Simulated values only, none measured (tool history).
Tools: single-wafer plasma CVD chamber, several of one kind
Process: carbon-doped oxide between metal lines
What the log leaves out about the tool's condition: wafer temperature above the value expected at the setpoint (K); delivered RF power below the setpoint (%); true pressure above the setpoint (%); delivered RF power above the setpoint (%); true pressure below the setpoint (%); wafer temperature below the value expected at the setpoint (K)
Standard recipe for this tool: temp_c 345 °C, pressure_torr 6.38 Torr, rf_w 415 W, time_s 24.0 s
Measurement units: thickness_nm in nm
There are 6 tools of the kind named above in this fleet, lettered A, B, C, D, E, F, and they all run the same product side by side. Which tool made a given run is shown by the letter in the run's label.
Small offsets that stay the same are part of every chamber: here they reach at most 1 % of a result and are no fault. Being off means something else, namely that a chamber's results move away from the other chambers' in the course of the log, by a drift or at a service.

| run | hour | temp_c | pressure_torr | rf_w | time_s | hours since the last thermocouple change | hours since the last RF generator calibration | hours since the last manometer calibration | read-back reference wafer on the same gauge, thickness_nm | thickness_nm |
|---|---|---|---|---|---|---|---|---|---|---|
|  | 3.1 | chamber D: thermocouple changed; heater temperature recalibrated |
| 1F | 8.9 | 345 | 6.38 | 415 | 24.0 | 209.1 | 1254.5 | 1429.5 | 121.97 | 112.44 |
| 2C | 21.5 | 345 | 6.38 | 415 | 24.0 | 210.1 | 687.1 | 1761.3 | 122.03 | 113.00 |
| 3B | 29.0 | 345 | 6.38 | 415 | 24.0 | 143.3 | 1278.9 | 1143.6 | 122.05 | 113.86 |
|  | 34.2 | chamber B: capacitance manometer re-zeroed and calibrated |
| 4D | 44.5 | 345 | 6.38 | 415 | 24.0 | 41.5 | 1144.9 | 205.0 | 122.04 | 113.25 |
| 5A | 57.6 | 345 | 6.38 | 415 | 24.0 | 848.9 | 878.1 | 489.3 | 121.94 | 113.99 |
|  | 61.4 | chamber C: RF generator calibrated |
|  | 65.7 | chamber F: RF generator calibrated |
| 6E | 68.0 | 345 | 6.38 | 415 | 24.0 | 1935.4 | 2150.1 | 828.6 | 122.10 | 111.62 |
| 7F | 77.8 | 345 | 6.38 | 415 | 24.0 | 278.0 | 12.2 | 1498.4 | 121.94 | 112.46 |
| 8D | 85.6 | 345 | 6.38 | 415 | 24.0 | 82.6 | 1186.0 | 246.1 | 122.01 | 113.28 |
| 9E | 95.1 | 345 | 6.38 | 415 | 24.0 | 1962.5 | 2177.2 | 855.7 | 122.06 | 111.69 |
| 10C | 104.3 | 345 | 6.38 | 415 | 24.0 | 292.9 | 42.9 | 1844.1 | 122.07 | 113.19 |
| 11B | 120.5 | 345 | 6.38 | 415 | 24.0 | 234.8 | 1370.4 | 86.3 | 122.09 | 113.47 |
| 12A | 133.4 | 345 | 6.38 | 415 | 24.0 | 924.7 | 953.9 | 565.1 | 122.07 | 113.15 |
| 13D | 148.6 | 345 | 6.38 | 415 | 24.0 | 145.6 | 1249.0 | 309.1 | 122.05 | 113.08 |
| 14F | 158.6 | 345 | 6.38 | 415 | 24.0 | 358.8 | 93.0 | 1579.2 | 121.96 | 112.81 |
|  | 160.9 | chamber D: RF generator calibrated |
| 15E | 171.0 | 345 | 5.20 | 415 | 27.6 | 2038.4 | 2253.1 | 931.6 | 122.10 | 125.52 |
| 16A | 179.1 | 345 | 5.20 | 415 | 27.6 | 970.4 | 999.6 | 610.8 | 121.95 | 127.36 |
| 17B | 188.2 | 345 | 5.20 | 415 | 27.6 | 302.5 | 1438.1 | 154.0 | 122.07 | 126.31 |
| 18C | 195.5 | 345 | 5.20 | 415 | 27.6 | 384.1 | 134.1 | 1935.3 | 121.98 | 126.95 |
| 19C | 207.8 | 345 | 5.20 | 415 | 27.6 | 396.4 | 146.4 | 1947.6 | 122.06 | 127.52 |
| 20D | 217.4 | 345 | 5.20 | 415 | 27.6 | 214.4 | 56.5 | 377.9 | 122.10 | 127.01 |
| 21F | 230.4 | 345 | 6.38 | 415 | 24.0 | 430.6 | 164.8 | 1651.0 | 122.08 | 112.75 |
| 22A | 240.2 | 345 | 6.38 | 415 | 24.0 | 1031.5 | 1060.7 | 671.9 | 121.96 | 113.53 |
| 23E | 252.1 | 345 | 6.38 | 415 | 24.0 | 2119.5 | 2334.2 | 1012.7 | 122.10 | 111.68 |
|  | 256.5 | chamber C: capacitance manometer re-zeroed and calibrated |
| 24B | 263.5 | 345 | 6.38 | 415 | 24.0 | 377.8 | 1513.4 | 229.3 | 121.97 | 113.85 |
| 25D | 271.9 | 345 | 7.01 | 415 | 24.0 | 268.9 | 111.0 | 432.4 | 122.08 | 113.93 |
| 26E | 279.9 | 345 | 7.01 | 415 | 24.0 | 2147.3 | 2362.0 | 1040.5 | 121.88 | 112.53 |
| 27C | 288.7 | 345 | 7.01 | 415 | 24.0 | 477.3 | 227.3 | 32.2 | 122.10 | 114.14 |
| 28A | 304.0 | 345 | 7.01 | 415 | 24.0 | 1095.3 | 1124.5 | 735.7 | 122.01 | 114.60 |
| 29B | 313.7 | 345 | 7.01 | 415 | 24.0 | 428.0 | 1563.6 | 279.5 | 122.09 | 113.86 |
|  | 314.8 | chamber E: RF generator calibrated |
| 30F | 325.3 | 345 | 7.01 | 415 | 24.0 | 525.5 | 259.7 | 1745.9 | 121.94 | 113.65 |
| 31E | 332.6 | 345 | 6.38 | 415 | 24.0 | 2200.0 | 17.9 | 1093.2 | 121.98 | 111.34 |
| 32F | 339.8 | 345 | 6.38 | 415 | 24.0 | 540.0 | 274.2 | 1760.4 | 122.04 | 113.15 |
|  | 347.7 | chamber B: RF generator calibrated |
| 33B | 351.8 | 345 | 6.38 | 415 | 24.0 | 466.1 | 4.2 | 317.6 | 122.01 | 113.25 |
| 34C | 367.5 | 345 | 6.38 | 415 | 24.0 | 556.1 | 306.1 | 111.0 | 122.07 | 114.55 |
| 35A | 377.9 | 345 | 6.85 | 415 | 24.0 | 1169.2 | 1198.4 | 809.6 | 121.98 | 114.14 |
| 36D | 387.7 | 345 | 6.85 | 415 | 24.0 | 384.7 | 226.8 | 548.2 | 121.97 | 113.66 |
| 37F | 398.2 | 345 | 6.85 | 415 | 24.0 | 598.4 | 332.6 | 1818.8 | 122.13 | 113.27 |
| 38A | 409.8 | 345 | 6.85 | 415 | 24.0 | 1201.1 | 1230.3 | 841.5 | 122.01 | 114.51 |
| 39D | 421.3 | 345 | 6.85 | 415 | 24.0 | 418.3 | 260.4 | 581.8 | 122.07 | 113.41 |
| 40B | 431.1 | 345 | 6.85 | 415 | 24.0 | 545.4 | 83.5 | 396.9 | 122.00 | 113.72 |
| 41E | 442.0 | 345 | 6.38 | 415 | 24.0 | 2309.4 | 127.3 | 1202.6 | 122.00 | 112.86 |
| 42C | 449.9 | 345 | 6.38 | 415 | 24.0 | 638.5 | 388.5 | 193.4 | 122.03 | 113.84 |
| 43B | 462.9 | 345 | 6.38 | 415 | 24.0 | 577.2 | 115.3 | 428.7 | 122.11 | 113.23 |
| 44A | 478.7 | 345 | 6.38 | 415 | 24.0 | 1270.0 | 1299.2 | 910.4 | 122.04 | 113.38 |

Read the log: is a single chamber off, either drifting away or since a service, is the gauge that measures every chamber drifting, or is nothing wrong beyond small per-chamber offsets? Name any odd chamber and what most likely caused it.

Nothing is wrong: each chamber keeps only its own small, steady offset and the gauge holds still.
